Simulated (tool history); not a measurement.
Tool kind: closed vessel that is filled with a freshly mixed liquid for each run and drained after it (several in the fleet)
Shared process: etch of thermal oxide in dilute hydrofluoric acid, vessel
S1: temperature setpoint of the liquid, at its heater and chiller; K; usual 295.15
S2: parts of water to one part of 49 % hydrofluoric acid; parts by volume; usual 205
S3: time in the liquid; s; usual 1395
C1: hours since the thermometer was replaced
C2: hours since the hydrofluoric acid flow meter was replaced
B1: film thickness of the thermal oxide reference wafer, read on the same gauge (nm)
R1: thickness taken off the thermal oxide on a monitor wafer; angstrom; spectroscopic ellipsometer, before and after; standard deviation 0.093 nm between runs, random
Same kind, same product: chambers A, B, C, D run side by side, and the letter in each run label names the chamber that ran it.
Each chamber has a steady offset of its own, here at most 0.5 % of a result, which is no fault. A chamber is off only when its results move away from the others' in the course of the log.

Run 1D, day 0.371: usual settings; C1 388.9; C2 421.7; B1 120.04. Result: R1 265.86 angstrom.
At day 0.521: chamber B: hydrofluoric acid flow meter replaced.
Run 2B, day 0.642: usual settings; C1 1564.1; C2 3; B1 120.02. Result: R1 265.07 angstrom.
Run 3C, day 0.908: usual settings; C1 325; C2 359.8; B1 119.97. Result: R1 266.91 angstrom.
Run 4A, day 1.2: usual settings; C1 573.6; C2 937.4; B1 119.99. Result: R1 264.56 angstrom.
Run 5D, day 1.604: usual settings but S1 293.15 K, S2 175 parts by volume; C1 418.5; C2 451.3; B1 119.96. Result: R1 298.55 angstrom.
Run 6A, day 1.933: usual settings but S1 293.15 K, S2 175 parts by volume; C1 591.2; C2 955; B1 119.98. Result: R1 297.33 angstrom.
Run 7B, day 2.254: usual settings but S1 293.15 K, S2 175 parts by volume; C1 1602.8; C2 41.7; B1 119.97. Result: R1 295.45 angstrom.
Run 8C, day 2.662: usual settings but S1 293.15 K, S2 175 parts by volume; C1 367.1; C2 401.9; B1 120.01. Result: R1 297.04 angstrom.
Run 9D, day 3.071: usual settings; C1 453.7; C2 486.5; B1 119.99. Result: R1 269.69 angstrom.
Run 10A, day 3.371: usual settings; C1 625.7; C2 989.5; B1 120. Result: R1 265.91 angstrom.
Run 11B, day 3.758: usual settings; C1 1638.9; C2 77.8; B1 120.01. Result: R1 265.48 angstrom.
Run 12C, day 3.992: usual settings; C1 399; C2 433.8; B1 119.98. Result: R1 267.54 angstrom.
Run 13A, day 4.388: usual settings; C1 650.1; C2 1013.9; B1 120.04. Result: R1 266.86 angstrom.
Run 14C, day 4.779: usual settings; C1 417.9; C2 452.7; B1 119.98. Result: R1 266.01 angstrom.
Run 15B, day 5.171: usual settings but S2 290 parts by volume, S3 2190 s; C1 1672.8; C2 111.7; B1 120.03. Result: R1 270.46 angstrom.
At day 5.304: chamber C: hydrofluoric acid flow meter replaced.
Run 16D, day 5.512: usual settings but S2 290 parts by volume, S3 2190 s; C1 512.3; C2 545.1; B1 120.01. Result: R1 275.53 angstrom.
Run 17A, day 5.817: usual settings but S2 290 parts by volume, S3 2190 s; C1 684.4; C2 1048.2; B1 120.01. Result: R1 271.54 angstrom.
Run 18B, day 6.017: usual settings but S2 290 parts by volume, S3 2190 s; C1 1693.1; C2 132; B1 120.04. Result: R1 272.5 angstrom.
Run 19D, day 6.354: usual settings; C1 532.5; C2 565.3; B1 119.99. Result: R1 269.81 angstrom.
Run 20C, day 6.721: usual settings; C1 464.5; C2 34; B1 119.98. Result: R1 264.7 angstrom.
At day 6.767: chamber A: hydrofluoric acid flow meter replaced.
Run 21D, day 7.029: usual settings; C1 548.7; C2 581.5; B1 120.01. Result: R1 271.66 angstrom.
Run 22B, day 7.383: usual settings but S1 297.15 K; C1 1725.9; C2 164.8; B1 119.99. Result: R1 287.89 angstrom.
Run 23A, day 7.783: usual settings but S1 297.15 K; C1 731.6; C2 24.4; B1 120.01. Result: R1 285.28 angstrom.
Run 24C, day 8.146: usual settings but S1 297.15 K; C1 498.7; C2 68.2; B1 120.02. Result: R1 285.57 angstrom.
Run 25A, day 8.425: usual settings but S1 297.15 K; C1 747; C2 39.8; B1 119.99. Result: R1 286.09 angstrom.
Run 26B, day 8.796: usual settings; C1 1759.8; C2 198.7; B1 119.97. Result: R1 266.15 angstrom.
Run 27D, day 9.192: usual settings; C1 600.6; C2 633.4; B1 120. Result: R1 273.76 angstrom.
Run 28C, day 9.488: usual settings; C1 530.9; C2 100.4; B1 120.01. Result: R1 266.72 angstrom.
Run 29D, day 9.929: usual settings; C1 618.3; C2 651.1; B1 119.97. Result: R1 273.98 angstrom.
Run 30A, day 10.179: usual settings but S1 300.15 K; C1 789.1; C2 81.9; B1 120.01. Result: R1 319.19 angstrom.

Which is it: a chamber that has drifted or been left off by a service, a gauge drift common to all chambers, or only each chamber's usual small offset? If a chamber is off, name it and its likeliest cause.

It is chamber D that slowly wanders off from its peers.
Cause: hydrofluoric acid flow above the setpoint (%) = 3.2.
Not necessarily distinguishable in this log from: liquid hotter than its thermometer reads (K).

Chamber D could run next with any of the 4 candidate recipes listed below; each alters the usual settings, and their results appear as question marks. Which one brings its results back in line with what the other chambers deliver on the usual settings?
In-line tolerance around the mean of the other chambers on the usual settings: R1 3.3 angstrom
Run 31D-1, day 10.496: usual settings but S3 1280 s. Result: R1 ?.
Run 31D-2, day 10.496: usual settings but S3 1340 s. Result: R1 ?.
Run 31D-3, day 10.496: usual settings but S3 1510 s. Result: R1 ?.
Run 31D-4, day 10.496: usual settings but S3 1445 s. Result: R1 ?.

Average result of the remaining chambers running the usual settings: R1 265.53 angstrom
  run      R1
31D-1  253.66
31D-2  265.55
31D-3  299.24
31D-4  286.36
The answer is 31D-2, which returns the chamber to within the allowed miss of the others.
